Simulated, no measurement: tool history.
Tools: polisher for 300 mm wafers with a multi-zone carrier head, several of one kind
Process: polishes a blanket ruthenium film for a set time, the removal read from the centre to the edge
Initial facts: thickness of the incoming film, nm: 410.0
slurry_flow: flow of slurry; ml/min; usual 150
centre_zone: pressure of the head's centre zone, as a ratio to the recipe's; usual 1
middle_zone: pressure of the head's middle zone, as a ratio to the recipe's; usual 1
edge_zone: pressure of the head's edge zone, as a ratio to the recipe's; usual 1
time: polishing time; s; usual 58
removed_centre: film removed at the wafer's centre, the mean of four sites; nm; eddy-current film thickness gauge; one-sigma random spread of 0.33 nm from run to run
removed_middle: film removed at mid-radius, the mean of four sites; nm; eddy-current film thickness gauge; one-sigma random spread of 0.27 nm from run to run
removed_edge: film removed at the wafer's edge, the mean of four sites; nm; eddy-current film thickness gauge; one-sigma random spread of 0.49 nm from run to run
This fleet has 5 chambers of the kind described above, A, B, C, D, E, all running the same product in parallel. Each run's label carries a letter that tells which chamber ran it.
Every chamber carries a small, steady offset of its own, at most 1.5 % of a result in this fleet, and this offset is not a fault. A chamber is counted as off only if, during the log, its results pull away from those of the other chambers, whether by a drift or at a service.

{"day": 0.179, "done": "chamber C: centre zone pressure recalibrated"}
{"run": "1A", "day": 0.504, "slurry_flow": 150, "centre_zone": 1, "middle_zone": 1, "edge_zone": 1, "time": 58, "removed_centre": 36.94, "removed_middle": 36.936, "removed_edge": 35.422}
{"day": 0.925, "done": "chamber A: worn pad replaced by a new one"}
{"run": "2E", "day": 1.062, "slurry_flow": 150, "centre_zone": 1, "middle_zone": 1, "edge_zone": 1, "time": 58, "removed_centre": 37.14, "removed_middle": 37.461, "removed_edge": 37.522}
{"day": 1.212, "done": "chamber E: edge zone pressure recalibrated"}
{"day": 1.383, "done": "chamber E: worn pad replaced by a new one"}
{"run": "3B", "day": 1.442, "slurry_flow": 150, "centre_zone": 1, "middle_zone": 1, "edge_zone": 1, "time": 58, "removed_centre": 36.571, "removed_middle": 36.849, "removed_edge": 36.328}
{"day": 1.575, "done": "chamber D: worn pad replaced by a new one"}
{"run": "4D", "day": 1.812, "slurry_flow": 150, "centre_zone": 1, "middle_zone": 1, "edge_zone": 1, "time": 58, "removed_centre": 36.706, "removed_middle": 36.957, "removed_edge": 37.944}
{"day": 2.375, "done": "chamber C: worn pad replaced by a new one"}
{"run": "5C", "day": 2.396, "slurry_flow": 150, "centre_zone": 1, "middle_zone": 1, "edge_zone": 1, "time": 58, "removed_centre": 37.343, "removed_middle": 36.893, "removed_edge": 36.478}
{"run": "6B", "day": 2.846, "slurry_flow": 150, "centre_zone": 1, "middle_zone": 1, "edge_zone": 1, "time": 58, "removed_centre": 36.617, "removed_middle": 36.6, "removed_edge": 36.819}
{"day": 3.242, "done": "chamber B: worn pad replaced by a new one"}
{"run": "7C", "day": 3.504, "slurry_flow": 150, "centre_zone": 1, "middle_zone": 1, "edge_zone": 1, "time": 58, "removed_centre": 37.426, "removed_middle": 36.623, "removed_edge": 36.67}
{"day": 3.883, "done": "chamber B: edge zone pressure recalibrated"}
{"run": "8D", "day": 4.129, "slurry_flow": 150, "centre_zone": 1, "middle_zone": 1, "edge_zone": 1, "time": 58, "removed_centre": 36.734, "removed_middle": 37.083, "removed_edge": 37.93}
{"run": "9A", "day": 4.421, "slurry_flow": 150, "centre_zone": 1, "middle_zone": 1.07, "edge_zone": 1, "time": 65, "removed_centre": 40.526, "removed_middle": 44.458, "removed_edge": 40.588}
{"run": "10E", "day": 4.979, "slurry_flow": 150, "centre_zone": 1, "middle_zone": 1.07, "edge_zone": 1, "time": 65, "removed_centre": 41.683, "removed_middle": 44.424, "removed_edge": 41.829}
{"day": 5.021, "done": "chamber E: worn pad replaced by a new one"}
{"day": 5.042, "done": "chamber D: worn pad replaced by a new one"}
{"run": "11D", "day": 5.312, "slurry_flow": 150, "centre_zone": 1, "middle_zone": 1.07, "edge_zone": 1, "time": 65, "removed_centre": 41.191, "removed_middle": 44.402, "removed_edge": 42.677}
{"day": 5.438, "done": "chamber A: worn pad replaced by a new one"}
{"run": "12E", "day": 5.954, "slurry_flow": 150, "centre_zone": 1, "middle_zone": 1.07, "edge_zone": 1, "time": 65, "removed_centre": 41.21, "removed_middle": 43.713, "removed_edge": 40.889}
{"run": "13C", "day": 6.25, "slurry_flow": 150, "centre_zone": 1, "middle_zone": 1.07, "edge_zone": 1, "time": 65, "removed_centre": 41.113, "removed_middle": 43.621, "removed_edge": 40.734}
{"run": "14B", "day": 6.625, "slurry_flow": 150, "centre_zone": 1, "middle_zone": 1, "edge_zone": 1, "time": 58, "removed_centre": 36.713, "removed_middle": 37.014, "removed_edge": 36.679}
{"day": 7.233, "done": "chamber D: centre zone pressure recalibrated"}
{"run": "15A", "day": 7.238, "slurry_flow": 150, "centre_zone": 1, "middle_zone": 1, "edge_zone": 1, "time": 58, "removed_centre": 36.804, "removed_middle": 37.151, "removed_edge": 36.609}
{"day": 7.246, "done": "chamber B: worn pad replaced by a new one"}
{"day": 7.338, "done": "chamber C: worn pad replaced by a new one"}
{"run": "16C", "day": 7.733, "slurry_flow": 150, "centre_zone": 1, "middle_zone": 1, "edge_zone": 1, "time": 58, "removed_centre": 37.211, "removed_middle": 36.398, "removed_edge": 37.552}
{"run": "17E", "day": 8.062, "slurry_flow": 150, "centre_zone": 0.95, "middle_zone": 1, "edge_zone": 1, "time": 58, "removed_centre": 35.325, "removed_middle": 36.904, "removed_edge": 37.71}
{"run": "18D", "day": 8.533, "slurry_flow": 150, "centre_zone": 0.95, "middle_zone": 1, "edge_zone": 1, "time": 58, "removed_centre": 34.766, "removed_middle": 37.634, "removed_edge": 37.102}
{"day": 8.875, "done": "chamber E: worn pad replaced by a new one"}
{"run": "19A", "day": 9.075, "slurry_flow": 150, "centre_zone": 0.95, "middle_zone": 1, "edge_zone": 1, "time": 58, "removed_centre": 34.747, "removed_middle": 37.673, "removed_edge": 36.712}
{"day": 9.333, "done": "chamber E: centre zone pressure recalibrated"}
{"day": 9.417, "done": "chamber D: worn pad replaced by a new one"}
{"run": "20B", "day": 9.7, "slurry_flow": 150, "centre_zone": 0.95, "middle_zone": 1, "edge_zone": 1, "time": 58, "removed_centre": 35.195, "removed_middle": 37.18, "removed_edge": 36.653}
{"day": 9.754, "done": "chamber E: slurry nozzle cleaned"}
{"day": 9.812, "done": "chamber A: worn pad replaced by a new one"}
{"run": "21B", "day": 10.004, "slurry_flow": 150, "centre_zone": 0.95, "middle_zone": 1, "edge_zone": 1, "time": 58, "removed_centre": 35.121, "removed_middle": 36.888, "removed_edge": 36.793}
{"run": "22E", "day": 10.317, "slurry_flow": 150, "centre_zone": 1, "middle_zone": 1, "edge_zone": 1, "time": 58, "removed_centre": 36.752, "removed_middle": 37.034, "removed_edge": 36.671}
{"run": "23C", "day": 10.817, "slurry_flow": 150, "centre_zone": 1, "middle_zone": 1, "edge_zone": 1, "time": 58, "removed_centre": 36.819, "removed_middle": 36.591, "removed_edge": 37.049}
{"run": "24A", "day": 11.125, "slurry_flow": 150, "centre_zone": 1, "middle_zone": 1, "edge_zone": 1, "time": 58, "removed_centre": 36.73, "removed_middle": 37.497, "removed_edge": 37.025}
{"day": 11.142, "done": "chamber B: worn pad replaced by a new one"}
{"run": "25D", "day": 11.529, "slurry_flow": 150, "centre_zone": 1, "middle_zone": 1, "edge_zone": 1, "time": 58, "removed_centre": 36.556, "removed_middle": 36.634, "removed_edge": 35.406}
{"day": 11.729, "done": "chamber C: worn pad replaced by a new one"}
{"run": "26D", "day": 11.95, "slurry_flow": 150, "centre_zone": 1, "middle_zone": 1, "edge_zone": 1, "time": 58, "removed_centre": 35.74, "removed_middle": 36.323, "removed_edge": 36.553}
{"run": "27E", "day": 12.312, "slurry_flow": 150, "centre_zone": 1, "middle_zone": 1, "edge_zone": 1, "time": 58, "removed_centre": 36.48, "removed_middle": 37.37, "removed_edge": 37.13}
{"run": "28B", "day": 12.725, "slurry_flow": 150, "centre_zone": 1, "middle_zone": 1, "edge_zone": 1, "time": 58, "removed_centre": 36.447, "removed_middle": 36.782, "removed_edge": 36.665}
{"day": 13.008, "done": "chamber E: worn pad replaced by a new one"}
{"run": "29C", "day": 13.342, "slurry_flow": 150, "centre_zone": 1, "middle_zone": 1, "edge_zone": 1, "time": 58, "removed_centre": 37.552, "removed_middle": 37.076, "removed_edge": 36.218}
{"day": 13.596, "done": "chamber D: worn pad replaced by a new one"}
{"day": 13.804, "done": "chamber A: worn pad replaced by a new one"}
{"run": "30A", "day": 13.883, "slurry_flow": 110, "centre_zone": 1, "middle_zone": 1, "edge_zone": 1, "time": 58, "removed_centre": 34.127, "removed_middle": 35.137, "removed_edge": 35.474}
{"run": "31E", "day": 14.325, "slurry_flow": 110, "centre_zone": 1, "middle_zone": 1, "edge_zone": 1, "time": 58, "removed_centre": 34.022, "removed_middle": 34.645, "removed_edge": 35.851}
{"day": 14.779, "done": "chamber B: worn pad replaced by a new one"}
{"run": "32A", "day": 14.875, "slurry_flow": 110, "centre_zone": 1, "middle_zone": 1, "edge_zone": 1, "time": 58, "removed_centre": 34.098, "removed_middle": 35.034, "removed_edge": 33.851}
{"run": "33C", "day": 15.175, "slurry_flow": 110, "centre_zone": 1, "middle_zone": 1, "edge_zone": 1, "time": 58, "removed_centre": 34.836, "removed_middle": 34.369, "removed_edge": 34.941}
{"run": "34D", "day": 15.529, "slurry_flow": 110, "centre_zone": 1, "middle_zone": 1, "edge_zone": 1, "time": 58, "removed_centre": 31.511, "removed_middle": 32.539, "removed_edge": 34.463}
{"run": "35B", "day": 15.9, "slurry_flow": 150, "centre_zone": 1, "middle_zone": 1, "edge_zone": 1, "time": 58, "removed_centre": 36.158, "removed_middle": 37.761, "removed_edge": 35.978}
{"run": "36E", "day": 16.417, "slurry_flow": 150, "centre_zone": 1, "middle_zone": 1, "edge_zone": 1, "time": 58, "removed_centre": 37.359, "removed_middle": 37.471, "removed_edge": 36.724}
{"day": 16.854, "done": "chamber C: worn pad replaced by a new one"}
{"run": "37B", "day": 17.071, "slurry_flow": 150, "centre_zone": 1, "middle_zone": 1, "edge_zone": 1, "time": 58, "removed_centre": 36.883, "removed_middle": 37.405, "removed_edge": 37.715}
{"day": 17.312, "done": "chamber B: edge zone pressure recalibrated"}
{"run": "38D", "day": 17.462, "slurry_flow": 150, "centre_zone": 1, "middle_zone": 1, "edge_zone": 1, "time": 58, "removed_centre": 34.028, "removed_middle": 34.363, "removed_edge": 35.02}
{"day": 17.575, "done": "chamber D: worn pad replaced by a new one"}
{"run": "39C", "day": 18.062, "slurry_flow": 150, "centre_zone": 1, "middle_zone": 1, "edge_zone": 1, "time": 58, "removed_centre": 37.91, "removed_middle": 36.572, "removed_edge": 38.022}
{"day": 18.288, "done": "chamber A: worn pad replaced by a new one"}
{"run": "40A", "day": 18.417, "slurry_flow": 150, "centre_zone": 1, "middle_zone": 1, "edge_zone": 1, "time": 58, "removed_centre": 36.987, "removed_middle": 37.774, "removed_edge": 36.325}
{"run": "41B", "day": 18.729, "slurry_flow": 150, "centre_zone": 1, "middle_zone": 1, "edge_zone": 1, "time": 58, "removed_centre": 36.84, "removed_middle": 37.16, "removed_edge": 36.933}
{"run": "42D", "day": 19.346, "slurry_flow": 150, "centre_zone": 1, "middle_zone": 1.11, "edge_zone": 1, "time": 49, "removed_centre": 28.364, "removed_middle": 31.859, "removed_edge": 29.446}
{"run": "43A", "day": 20.0, "slurry_flow": 150, "centre_zone": 1, "middle_zone": 1.11, "edge_zone": 1, "time": 49, "removed_centre": 30.781, "removed_middle": 34.486, "removed_edge": 31.314}

What goes on in this fleet: one chamber off, a drifting gauge, or nothing beyond the chambers' own small offsets? Name the chamber and the cause, if any.

One chamber, D, drifts off from the rest bit by bit.
What lies behind it: slurry flow missing at the pad, % = 35.5.

Which of the 4 candidates below, each the usual settings with something changed and its results left as question marks, puts chamber D back in line with what the other chambers give on the usual settings?
Allowed miss from the other chambers' usual-settings mean, per result, to count as in line: removed_centre 1.2 nm; removed_middle 0.95 nm; removed_edge 1.7 nm
{"run": "44D-1", "day": 20.479, "slurry_flow": 140, "centre_zone": 0.97, "middle_zone": 0.98, "edge_zone": 1.02, "time": 55, "removed_centre": "?", "removed_middle": "?", "removed_edge": "?"}
{"run": "44D-2", "day": 20.479, "slurry_flow": 145, "centre_zone": 0.98, "middle_zone": 0.99, "edge_zone": 1.01, "time": 56, "removed_centre": "?", "removed_middle": "?", "removed_edge": "?"}
{"run": "44D-3", "day": 20.479, "slurry_flow": 155, "centre_zone": 1.02, "middle_zone": 1.01, "edge_zone": 0.99, "time": 60, "removed_centre": "?", "removed_middle": "?", "removed_edge": "?"}
{"run": "44D-4", "day": 20.479, "slurry_flow": 160, "centre_zone": 1.03, "middle_zone": 1.02, "edge_zone": 0.98, "time": 62, "removed_centre": "?", "removed_middle": "?", "removed_edge": "?"}

Usual-settings mean across the other chambers: removed_centre 36.89 nm; removed_middle 37.043 nm; removed_edge 36.86 nm
run=44D-1 removed_centre=29.474 removed_middle=30.621 removed_edge=32.867
run=44D-2 removed_centre=30.731 removed_middle=31.809 removed_edge=33.525
run=44D-3 removed_centre=35.19 removed_middle=35.391 removed_edge=36.001
run=44D-4 removed_centre=37.132 removed_middle=37.232 removed_edge=37.221
It is 44D-4 that realigns the chamber with its peers.
